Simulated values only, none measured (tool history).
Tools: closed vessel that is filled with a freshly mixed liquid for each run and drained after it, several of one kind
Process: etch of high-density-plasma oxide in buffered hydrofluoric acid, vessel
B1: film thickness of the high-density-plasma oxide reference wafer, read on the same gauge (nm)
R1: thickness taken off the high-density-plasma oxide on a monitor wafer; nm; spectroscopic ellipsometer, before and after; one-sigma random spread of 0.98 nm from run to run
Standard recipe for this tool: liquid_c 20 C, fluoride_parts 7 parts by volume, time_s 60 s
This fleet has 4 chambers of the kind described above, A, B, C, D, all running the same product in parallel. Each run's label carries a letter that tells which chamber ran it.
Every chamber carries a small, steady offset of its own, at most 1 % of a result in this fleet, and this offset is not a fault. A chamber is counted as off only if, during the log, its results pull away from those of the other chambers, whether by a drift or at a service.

run 1B hour=8.9 | liquid_c=20 fluoride_parts=7 time_s=60 | B1=40.028 | R1=115.980
run 2C hour=15.3 | liquid_c=20 fluoride_parts=7 time_s=60 | B1=39.992 | R1=117.540
run 3A hour=19.8 | liquid_c=20 fluoride_parts=7 time_s=60 | B1=39.995 | R1=117.000
run 4D hour=24.4 | liquid_c=20 fluoride_parts=7 time_s=60 | B1=39.984 | R1=117.770
run 5D hour=31.8 | liquid_c=20 fluoride_parts=7 time_s=60 | B1=40.013 | R1=117.180
run 6C hour=36.6 | liquid_c=20 fluoride_parts=7 time_s=60 | B1=39.978 | R1=116.440
run 7A hour=43.9 | liquid_c=20 fluoride_parts=7 time_s=60 | B1=40.020 | R1=117.060
run 8B hour=49.3 | liquid_c=20 fluoride_parts=7 time_s=60 | B1=39.969 | R1=116.830
run 9D hour=58.2 | liquid_c=20 fluoride_parts=7 time_s=60 | B1=40.015 | R1=116.020
run 10B hour=67.7 | liquid_c=20 fluoride_parts=7 time_s=60 | B1=39.991 | R1=115.000
run 11C hour=75.2 | liquid_c=17 fluoride_parts=7 time_s=60 | B1=40.016 | R1=98.494
run 12A hour=83.9 | liquid_c=17 fluoride_parts=7 time_s=60 | B1=40.027 | R1=100.370
run 13B hour=89.6 | liquid_c=17 fluoride_parts=7 time_s=60 | B1=39.980 | R1=97.482
run 14D hour=98.7 | liquid_c=17 fluoride_parts=7 time_s=60 | B1=40.038 | R1=98.079
run 15A hour=107.4 | liquid_c=20 fluoride_parts=7 time_s=60 | B1=39.980 | R1=123.230
run 16C hour=117.3 | liquid_c=20 fluoride_parts=7 time_s=60 | B1=40.016 | R1=115.550
run 17B hour=126.4 | liquid_c=20 fluoride_parts=7 time_s=60 | B1=39.981 | R1=115.820
run 18A hour=132.5 | liquid_c=20 fluoride_parts=7 time_s=60 | B1=40.011 | R1=124.690
run 19D hour=138.1 | liquid_c=20 fluoride_parts=7 time_s=60 | B1=39.991 | R1=118.070
run 20C hour=145.0 | liquid_c=20 fluoride_parts=7 time_s=60 | B1=39.975 | R1=116.750
run 21A hour=150.6 | liquid_c=20 fluoride_parts=7 time_s=60 | B1=39.962 | R1=126.700
run 22C hour=156.5 | liquid_c=20 fluoride_parts=7 time_s=60 | B1=40.009 | R1=114.890
run 23B hour=165.5 | liquid_c=20 fluoride_parts=7 time_s=60 | B1=39.971 | R1=115.310
run 24D hour=172.8 | liquid_c=20 fluoride_parts=7 time_s=60 | B1=40.000 | R1=116.470

Next, every chamber runs the same settings. What will each give?
run 25A hour=180.1 | liquid_c=20 fluoride_parts=7 time_s=60 | R1=?
run 25B hour=180.1 | liquid_c=20 fluoride_parts=7 time_s=60 | R1=?
run 25C hour=180.1 | liquid_c=20 fluoride_parts=7 time_s=60 | R1=?
run 25D hour=180.1 | liquid_c=20 fluoride_parts=7 time_s=60 | R1=?

run=25A R1=129.640
run=25B R1=116.770
run=25C R1=117.090
run=25D R1=116.640
